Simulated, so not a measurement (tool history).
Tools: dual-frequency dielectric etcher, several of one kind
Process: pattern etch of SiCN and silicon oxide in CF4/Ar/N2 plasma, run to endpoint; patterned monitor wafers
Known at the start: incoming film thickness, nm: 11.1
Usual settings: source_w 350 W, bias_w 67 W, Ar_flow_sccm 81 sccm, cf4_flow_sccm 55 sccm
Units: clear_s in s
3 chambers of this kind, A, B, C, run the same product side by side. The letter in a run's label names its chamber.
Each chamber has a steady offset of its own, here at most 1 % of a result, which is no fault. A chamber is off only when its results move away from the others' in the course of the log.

Run 1A, day 0.1: usual settings. Result: clear_s 16.417 s.
Run 2B, day 0.308: usual settings. Result: clear_s 16.412 s.
Run 3C, day 0.475: usual settings. Result: clear_s 16.406 s.
Run 4C, day 0.662: usual settings. Result: clear_s 16.405 s.
Run 5A, day 0.792: usual settings. Result: clear_s 16.403 s.
Run 6B, day 0.958: usual settings. Result: clear_s 16.532 s.
Run 7B, day 1.1: usual settings. Result: clear_s 16.497 s.
Run 8C, day 1.308: usual settings but source_w 290 W. Result: clear_s 19.434 s.
Run 9A, day 1.479: usual settings but source_w 290 W. Result: clear_s 19.394 s.
Run 10B, day 1.65: usual settings but source_w 290 W. Result: clear_s 19.459 s.
Run 11A, day 1.75: usual settings. Result: clear_s 16.445 s.
Run 12C, day 1.925: usual settings. Result: clear_s 16.363 s.
Run 13C, day 2.079: usual settings. Result: clear_s 16.374 s.
Run 14A, day 2.254: usual settings. Result: clear_s 16.446 s.
Run 15B, day 2.392: usual settings. Result: clear_s 16.484 s.
Run 16C, day 2.567: usual settings. Result: clear_s 16.244 s.
Run 17A, day 2.717: usual settings. Result: clear_s 16.454 s.
Run 18B, day 2.888: usual settings. Result: clear_s 16.501 s.
Run 19C, day 3.033: usual settings. Result: clear_s 16.097 s.
Run 20A, day 3.142: usual settings. Result: clear_s 16.462 s.
Run 21B, day 3.267: usual settings. Result: clear_s 16.53 s.

All 3 chambers run these settings next. Forecast each chamber's results:
Run 22A, day 3.421: usual settings. Result: clear_s ?.
Run 22B, day 3.421: usual settings. Result: clear_s ?.
Run 22C, day 3.421: usual settings. Result: clear_s ?.

run  clear_s
22A   16.549
22B   16.426
22C    16.04

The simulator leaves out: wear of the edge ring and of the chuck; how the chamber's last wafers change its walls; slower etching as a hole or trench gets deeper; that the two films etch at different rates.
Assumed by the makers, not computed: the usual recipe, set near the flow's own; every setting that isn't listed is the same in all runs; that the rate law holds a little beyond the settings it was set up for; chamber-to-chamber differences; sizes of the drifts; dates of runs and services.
